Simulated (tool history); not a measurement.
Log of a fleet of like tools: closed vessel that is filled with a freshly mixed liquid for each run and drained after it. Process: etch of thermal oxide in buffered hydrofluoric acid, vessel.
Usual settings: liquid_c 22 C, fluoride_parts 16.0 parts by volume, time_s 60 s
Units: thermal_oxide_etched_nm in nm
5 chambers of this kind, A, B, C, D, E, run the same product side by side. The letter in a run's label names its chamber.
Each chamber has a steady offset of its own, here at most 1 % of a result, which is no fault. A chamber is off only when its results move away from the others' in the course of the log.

run	hour	liquid_c	fluoride_parts	time_s	read-back film thickness of the thermal oxide reference wafer, read on the same gauge (nm)	thermal_oxide_etched_nm
1E	3.8	22	16.0	60	50.014	39.937
2B	8.1	22	16.0	60	50.002	40.326
3A	12.8	22	16.0	60	50.005	40.478
4D	18.0	22	16.0	60	50.009	39.771
5C	23.7	22	16.0	60	50.001	40.426
6E	29.3	22	16.0	60	50.020	40.531
7A	34.9	22	16.0	60	50.012	40.160
8B	39.6	22	16.0	60	50.005	39.407
9D	43.6	22	16.0	60	50.005	40.316
10C	48.8	22	16.0	60	50.011	40.434
11A	54.4	22	12.5	60	49.991	51.278
12D	58.0	22	12.5	60	50.005	50.878
13B	63.5	22	12.5	60	49.997	51.321
14C	67.6	22	12.5	60	50.008	50.677
15E	73.1	22	12.5	60	50.013	51.334
16D	76.0	22	16.0	60	49.997	40.211
# hour 76.8: chamber C: hydrofluoric acid flow meter replaced
17B	80.9	22	16.0	60	50.004	40.215
18C	84.0	22	16.0	60	50.007	40.806
19E	89.0	22	16.0	60	50.023	41.140
20A	93.0	22	16.0	60	50.010	39.675
# hour 94.3: chamber E: hydrofluoric acid flow meter replaced
21E	96.1	22	16.0	60	49.998	41.098
22A	99.5	22	21.0	60	49.984	30.743
23B	105.0	22	21.0	60	49.983	31.188
24D	107.8	22	21.0	60	49.988	30.786
# hour 108.3: chamber D: hydrofluoric acid flow meter replaced
25C	113.1	22	21.0	60	50.006	31.364
26D	115.7	22	21.0	60	50.021	30.634
27A	118.3	22	16.0	60	50.009	38.855
28E	123.7	22	12.0	60	49.979	54.097
29B	128.5	22	12.0	60	50.011	52.765
30C	132.0	22	12.0	60	49.976	53.582
31C	136.5	22	12.0	60	50.000	53.201
32B	141.4	22	12.0	60	50.003	52.828
33E	144.2	22	16.0	60	50.000	40.602
34A	147.7	22	16.0	60	50.023	38.310
35D	150.8	22	16.0	60	50.000	39.424
36C	154.4	22	16.0	60	50.035	40.608
37D	158.4	22	16.0	60	50.013	39.980
38B	162.5	22	16.0	60	50.003	39.835
39E	166.3	22	16.0	60	49.981	40.999
40A	171.0	22	16.0	60	50.006	37.262

Is one chamber off against the others, does the gauge drift, or is nothing wrong? If a chamber is off, say which, and what the likeliest cause is.

Chamber A drifts away from the others.
Cause: hydrofluoric acid flow below the setpoint (%) = 6.6.
The log may not tell that from: liquid colder than its thermometer reads (K).

Here are 4 candidates for chamber A's next run, each the usual settings with a change, their results left as question marks. Which one brings its results back in line with what the others give on the usual settings?
In line means no further than this from the other chambers' mean on the usual settings: thermal_oxide_etched_nm 1.200 nm
41A-1	175.2	22.5	16.0	60		?
41A-2	175.2	22.0	15.0	60		?
41A-3	175.2	21.5	16.0	60		?
41A-4	175.2	22.0	17.0	60		?

The other chambers' mean on the usual settings: thermal_oxide_etched_nm 40.278 nm
run	thermal_oxide_etched_nm
41A-1	38.688
41A-2	40.166
41A-3	36.624
41A-4	35.437
41A-2 brings the chamber back in line.
